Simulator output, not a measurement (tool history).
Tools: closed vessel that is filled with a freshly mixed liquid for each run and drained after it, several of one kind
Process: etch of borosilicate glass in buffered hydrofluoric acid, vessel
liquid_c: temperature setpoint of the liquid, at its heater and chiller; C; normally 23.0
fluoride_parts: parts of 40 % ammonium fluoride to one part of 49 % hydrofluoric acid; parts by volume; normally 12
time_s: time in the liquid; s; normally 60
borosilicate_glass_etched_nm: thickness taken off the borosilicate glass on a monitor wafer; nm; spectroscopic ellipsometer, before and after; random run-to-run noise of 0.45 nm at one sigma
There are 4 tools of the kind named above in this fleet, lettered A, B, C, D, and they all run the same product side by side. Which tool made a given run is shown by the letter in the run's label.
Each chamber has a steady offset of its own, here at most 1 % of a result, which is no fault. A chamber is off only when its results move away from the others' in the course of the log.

run   hour  liquid_c  fluoride_parts  time_s  read-back film thickness of the borosilicate glass reference wafer, read on the same gauge (nm)  borosilicate_glass_etched_nm
 1D   15.3      23.0              12      60                                                                                           139.97                        58.717
      16.4  -- chamber C: thermometer replaced
 2C   29.0      23.0              12      60                                                                                           139.97                        58.806
 3B   39.5      23.0              12      60                                                                                           140.01                        58.855
 4A   54.2      23.0              12      60                                                                                           140.01                        58.471
 5D   62.0      23.0              12      60                                                                                           139.99                        60.132
 6C   69.5      23.0              12      60                                                                                           139.99                        58.749
 7B   78.7      23.0              12      60                                                                                           140.05                        60.439
 8A   91.1      23.0              12      60                                                                                           139.99                        58.194
     104.3  -- chamber A: hydrofluoric acid flow meter replaced
 9D  106.8      23.0              12      60                                                                                           140.02                        59.852
10B  116.0      20.0              12      50                                                                                           139.99                        42.462
11C  128.7      20.0              12      50                                                                                           140.01                        41.790
12A  138.9      20.0              12      50                                                                                           140.03                        41.131
13A  155.1      20.0              12      50                                                                                           140.00                        41.511
14B  167.4      23.0              12      60                                                                                           139.98                        60.629
15C  182.4      23.0              12      60                                                                                           139.99                        59.157
16D  193.9      24.5               9      60                                                                                           140.02                        82.013
17A  203.5      24.5               9      60                                                                                           140.02                        81.328
18D  212.1      24.5               9      60                                                                                           139.99                        81.464
19B  223.4      24.5               9      60                                                                                           140.02                        86.360
20C  237.8      23.0              12      60                                                                                           140.02                        57.898
21A  247.7      23.0              12      60                                                                                           140.01                        58.405
22B  258.1      23.0              12      60                                                                                           140.00                        61.422
23C  267.9      23.0              12      60                                                                                           140.01                        59.395
24D  275.1      23.0              12      60                                                                                           140.00                        59.518
25B  290.4      23.0              12      60                                                                                           140.02                        62.159
26C  299.7      23.0              12      60                                                                                           140.00                        58.820
27D  314.5      23.0              12      60                                                                                           139.99                        59.542
28A  330.2      23.0              12      30                                                                                           140.00                        29.468
     342.7  -- chamber B: thermometer replaced
29D  343.6      23.0              12      30                                                                                           140.06                        29.171
30C  352.3      23.0              12      30                                                                                           140.01                        29.490
31B  367.5      23.0              12      30                                                                                           140.03                        31.873
32A  383.7      23.0              12      60                                                                                           140.01                        58.658
33B  399.5      23.0              12      60                                                                                           140.00                        63.295
34C  412.0      23.0              12      60                                                                                           140.00                        59.012
35D  423.8      23.0              12      60                                                                                           139.97                        60.005
36A  438.0      19.5              16      60                                                                                           140.01                        36.895
37B  450.8      19.5              16      60                                                                                           139.99                        39.621
38A  462.9      19.5              16      60                                                                                           140.00                        36.587
39D  470.1      19.5              16      60                                                                                           140.02                        37.501

One chamber off, gauge drift, or nothing amiss beyond the chambers' own small offsets? If it is a chamber, which one, and what is the likeliest cause?

It is chamber B that slowly wanders off from its peers.
Cause: hydrofluoric acid flow above the setpoint (%) = 11.2.

Below are 4 candidate recipes for chamber B's next run, each the usual settings with a change, their results shown as question marks. Which of them brings B's results back in line with what the other chambers give on the usual settings?
Maximum distance from the other chambers' mean on the usual settings for a result to count as in line: borosilicate_glass_etched_nm 1.600 nm
40B-1  481.8      23.0            11.5      60                                                                                                                              ?
40B-2  481.8      22.5            12.0      55                                                                                                                              ?
40B-3  481.8      25.0            12.0      60                                                                                                                              ?
40B-4  481.8      22.5            12.0      60                                                                                                                              ?

Mean of the other chambers on the usual settings: borosilicate_glass_etched_nm 58.924 nm
  run  borosilicate_glass_etched_nm
40B-1                        68.224
40B-2                        58.376
40B-3                        72.850
40B-4                        63.683
40B-2 brings the chamber back in line.
